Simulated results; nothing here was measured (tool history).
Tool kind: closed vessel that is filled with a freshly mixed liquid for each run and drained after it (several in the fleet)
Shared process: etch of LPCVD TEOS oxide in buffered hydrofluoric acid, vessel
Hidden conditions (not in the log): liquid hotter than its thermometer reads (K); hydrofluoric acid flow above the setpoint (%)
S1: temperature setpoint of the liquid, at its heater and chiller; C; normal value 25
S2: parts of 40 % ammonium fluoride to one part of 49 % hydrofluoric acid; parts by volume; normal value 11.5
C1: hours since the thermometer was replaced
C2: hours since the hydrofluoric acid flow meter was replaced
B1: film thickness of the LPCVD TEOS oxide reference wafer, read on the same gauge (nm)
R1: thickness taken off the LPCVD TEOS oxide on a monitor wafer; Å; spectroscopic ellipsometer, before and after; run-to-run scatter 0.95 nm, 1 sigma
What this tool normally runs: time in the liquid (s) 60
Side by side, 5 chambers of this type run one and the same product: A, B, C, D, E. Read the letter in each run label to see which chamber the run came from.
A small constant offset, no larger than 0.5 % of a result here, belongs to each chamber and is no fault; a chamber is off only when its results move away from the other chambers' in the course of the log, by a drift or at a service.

run 1A hour=12.2 | S1=25 S2=11.5 time_in_the_liquid_(s)=60 | C1=450.6 C2=1287.3 | B1=40.013 | R1=1755.4
run 2D hour=18.3 | S1=25 S2=11.5 time_in_the_liquid_(s)=60 | C1=575.7 C2=256.2 | B1=40.009 | R1=1744.6
run 3C hour=27.5 | S1=25 S2=11.5 time_in_the_liquid_(s)=60 | C1=1418.0 C2=504.6 | B1=40.009 | R1=1769.1
run 4E hour=41.7 | S1=25 S2=11.5 time_in_the_liquid_(s)=60 | C1=772.3 C2=1393.0 | B1=40.006 | R1=1749.9
run 5B hour=53.8 | S1=25 S2=11.5 time_in_the_liquid_(s)=60 | C1=866.4 C2=476.1 | B1=40.004 | R1=1756.4
run 6D hour=62.7 | S1=25 S2=11.5 time_in_the_liquid_(s)=60 | C1=620.1 C2=300.6 | B1=39.968 | R1=1768.7
run 7C hour=73.6 | S1=25 S2=11.5 time_in_the_liquid_(s)=60 | C1=1464.1 C2=550.7 | B1=40.031 | R1=1770.0
run 8B hour=81.8 | S1=25 S2=11.5 time_in_the_liquid_(s)=60 | C1=894.4 C2=504.1 | B1=40.032 | R1=1748.7
run 9E hour=88.7 | S1=25 S2=11.5 time_in_the_liquid_(s)=60 | C1=819.3 C2=1440.0 | B1=40.026 | R1=1758.0
-- hour=96.4 chamber C: thermometer replaced
run 10A hour=98.1 | S1=25 S2=11.5 time_in_the_liquid_(s)=60 | C1=536.5 C2=1373.2 | B1=39.994 | R1=1754.4
run 11D hour=107.0 | S1=25 S2=11.5 time_in_the_liquid_(s)=60 | C1=664.4 C2=344.9 | B1=39.999 | R1=1758.0
run 12A hour=118.0 | S1=25 S2=11.5 time_in_the_liquid_(s)=60 | C1=556.4 C2=1393.1 | B1=40.003 | R1=1747.3
run 13C hour=125.7 | S1=25 S2=11.5 time_in_the_liquid_(s)=60 | C1=29.4 C2=602.8 | B1=40.004 | R1=1771.5
run 14B hour=139.5 | S1=25 S2=11.5 time_in_the_liquid_(s)=60 | C1=952.1 C2=561.8 | B1=40.009 | R1=1758.6
run 15E hour=152.8 | S1=25 S2=11.5 time_in_the_liquid_(s)=60 | C1=883.4 C2=1504.1 | B1=40.010 | R1=1749.7
run 16C hour=165.7 | S1=25 S2=11.5 time_in_the_liquid_(s)=60 | C1=69.4 C2=642.8 | B1=40.030 | R1=1743.3
run 17B hour=174.5 | S1=25 S2=11.5 time_in_the_liquid_(s)=60 | C1=987.1 C2=596.8 | B1=39.992 | R1=1761.4
run 18E hour=183.0 | S1=25 S2=11.5 time_in_the_liquid_(s)=60 | C1=913.6 C2=1534.3 | B1=39.998 | R1=1749.1
run 19D hour=195.5 | S1=23 S2=11.5 time_in_the_liquid_(s)=80 | C1=752.9 C2=433.4 | B1=40.003 | R1=2145.4
run 20A hour=208.1 | S1=23 S2=11.5 time_in_the_liquid_(s)=80 | C1=646.5 C2=1483.2 | B1=39.957 | R1=2086.9
run 21D hour=215.0 | S1=23 S2=11.5 time_in_the_liquid_(s)=80 | C1=772.4 C2=452.9 | B1=40.014 | R1=2129.1
run 22E hour=221.8 | S1=23 S2=11.5 time_in_the_liquid_(s)=80 | C1=952.4 C2=1573.1 | B1=39.992 | R1=2074.9
run 23A hour=233.4 | S1=23 S2=11.5 time_in_the_liquid_(s)=80 | C1=671.8 C2=1508.5 | B1=40.017 | R1=2091.0
run 24B hour=243.4 | S1=25 S2=11.5 time_in_the_liquid_(s)=60 | C1=1056.0 C2=665.7 | B1=40.031 | R1=1757.7
run 25C hour=251.6 | S1=25 S2=11.5 time_in_the_liquid_(s)=60 | C1=155.3 C2=728.7 | B1=39.984 | R1=1756.2
run 26D hour=260.4 | S1=25 S2=11.5 time_in_the_liquid_(s)=35 | C1=817.8 C2=498.3 | B1=40.023 | R1=1058.5
run 27A hour=267.2 | S1=25 S2=11.5 time_in_the_liquid_(s)=35 | C1=705.6 C2=1542.3 | B1=40.002 | R1=1026.9
run 28B hour=278.2 | S1=25 S2=11.5 time_in_the_liquid_(s)=35 | C1=1090.8 C2=700.5 | B1=40.001 | R1=1019.7
run 29C hour=289.1 | S1=25 S2=11.5 time_in_the_liquid_(s)=35 | C1=192.8 C2=766.2 | B1=40.002 | R1=1025.4
run 30E hour=302.1 | S1=25 S2=11.5 time_in_the_liquid_(s)=35 | C1=1032.7 C2=1653.4 | B1=39.988 | R1=1014.3
-- hour=309.1 chamber C: hydrofluoric acid flow meter replaced
run 31B hour=315.0 | S1=25 S2=11.5 time_in_the_liquid_(s)=60 | C1=1127.6 C2=737.3 | B1=40.008 | R1=1746.4
-- hour=318.4 chamber A: thermometer replaced
run 32A hour=327.4 | S1=25 S2=11.5 time_in_the_liquid_(s)=60 | C1=9.1 C2=1602.5 | B1=40.013 | R1=1748.9
run 33E hour=339.3 | S1=25 S2=11.5 time_in_the_liquid_(s)=60 | C1=1069.9 C2=1690.6 | B1=40.003 | R1=1743.2
run 34D hour=350.4 | S1=25 S2=11.5 time_in_the_liquid_(s)=60 | C1=907.8 C2=588.3 | B1=40.009 | R1=1851.8
run 35C hour=363.6 | S1=25 S2=11.5 time_in_the_liquid_(s)=60 | C1=267.3 C2=54.6 | B1=39.995 | R1=1764.4
run 36C hour=375.3 | S1=25 S2=11.5 time_in_the_liquid_(s)=60 | C1=279.0 C2=66.3 | B1=40.011 | R1=1753.3

Each of the 5 chambers runs these same settings next. Fill in every chamber's results:
run 37A hour=385.4 | S1=25 S2=11.5 time_in_the_liquid_(s)=60 | R1=?
run 37B hour=385.4 | S1=25 S2=11.5 time_in_the_liquid_(s)=60 | R1=?
run 37C hour=385.4 | S1=25 S2=11.5 time_in_the_liquid_(s)=60 | R1=?
run 37D hour=385.4 | S1=25 S2=11.5 time_in_the_liquid_(s)=60 | R1=?
run 37E hour=385.4 | S1=25 S2=11.5 time_in_the_liquid_(s)=60 | R1=?

run=37A R1=1747.7
run=37B R1=1765.9
run=37C R1=1750.5
run=37D R1=1847.5
run=37E R1=1735.9
